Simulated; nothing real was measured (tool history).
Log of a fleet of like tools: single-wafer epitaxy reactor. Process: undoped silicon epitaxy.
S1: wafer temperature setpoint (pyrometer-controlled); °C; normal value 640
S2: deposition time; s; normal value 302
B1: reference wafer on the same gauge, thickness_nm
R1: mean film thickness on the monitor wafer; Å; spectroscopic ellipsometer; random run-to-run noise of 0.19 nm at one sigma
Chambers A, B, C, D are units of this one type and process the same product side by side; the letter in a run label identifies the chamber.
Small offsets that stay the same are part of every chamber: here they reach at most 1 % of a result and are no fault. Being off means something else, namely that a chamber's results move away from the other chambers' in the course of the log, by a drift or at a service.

Run 1B, hour 12.6: usual settings; B1 42.531. Result: R1 403.69 Å.
Run 2D, hour 20.7: usual settings; B1 42.581. Result: R1 408.87 Å.
Run 3A, hour 33.3: usual settings; B1 42.623. Result: R1 403.47 Å.
Run 4C, hour 44.4: usual settings; B1 42.6. Result: R1 408.1 Å.
Run 5C, hour 54.2: usual settings; B1 42.625. Result: R1 407.64 Å.
Run 6B, hour 67.5: usual settings but S2 278 s; B1 42.602. Result: R1 375.16 Å.
Run 7D, hour 81.6: usual settings but S2 278 s; B1 42.633. Result: R1 373.59 Å.
Run 8A, hour 89.7: usual settings but S2 278 s; B1 42.57. Result: R1 373.94 Å.
Run 9A, hour 100.3: usual settings but S2 278 s; B1 42.591. Result: R1 372.44 Å.
Run 10D, hour 110.1: usual settings; B1 42.595. Result: R1 414.42 Å.
Run 11C, hour 120.9: usual settings; B1 42.611. Result: R1 405.83 Å.
Run 12B, hour 129: usual settings; B1 42.576. Result: R1 408.59 Å.
At hour 138.9: chamber A: pyrometer calibrated.
Run 13C, hour 141.9: usual settings; B1 42.625. Result: R1 403.56 Å.
Run 14D, hour 154.6: usual settings but S1 654 °C; B1 42.595. Result: R1 563.91 Å.
Run 15B, hour 168.1: usual settings but S1 654 °C; B1 42.635. Result: R1 557.13 Å.
Run 16A, hour 177.9: usual settings but S1 654 °C; B1 42.617. Result: R1 553.67 Å.
Run 17D, hour 188.8: usual settings but S1 654 °C; B1 42.597. Result: R1 566.91 Å.
Run 18C, hour 195.4: usual settings; B1 42.642. Result: R1 404.19 Å.
Run 19A, hour 203: usual settings; B1 42.603. Result: R1 406.66 Å.
Run 20B, hour 214.2: usual settings; B1 42.594. Result: R1 405.85 Å.
Run 21D, hour 222.2: usual settings; B1 42.623. Result: R1 417.72 Å.
Run 22B, hour 231.1: usual settings; B1 42.601. Result: R1 404.76 Å.
Run 23C, hour 242: usual settings; B1 42.564. Result: R1 405.36 Å.
Run 24A, hour 256.4: usual settings; B1 42.626. Result: R1 404.28 Å.
Run 25B, hour 267.6: usual settings; B1 42.582. Result: R1 404.76 Å.

For the next run the whole fleet of 4 chambers uses the same settings. Give each chamber's results:
Run 26A, hour 278: usual settings. Result: R1 ?.
Run 26B, hour 278: usual settings. Result: R1 ?.
Run 26C, hour 278: usual settings. Result: R1 ?.
Run 26D, hour 278: usual settings. Result: R1 ?.

run      R1
26A  406.97
26B  407.36
26C  405.49
26D  425.43

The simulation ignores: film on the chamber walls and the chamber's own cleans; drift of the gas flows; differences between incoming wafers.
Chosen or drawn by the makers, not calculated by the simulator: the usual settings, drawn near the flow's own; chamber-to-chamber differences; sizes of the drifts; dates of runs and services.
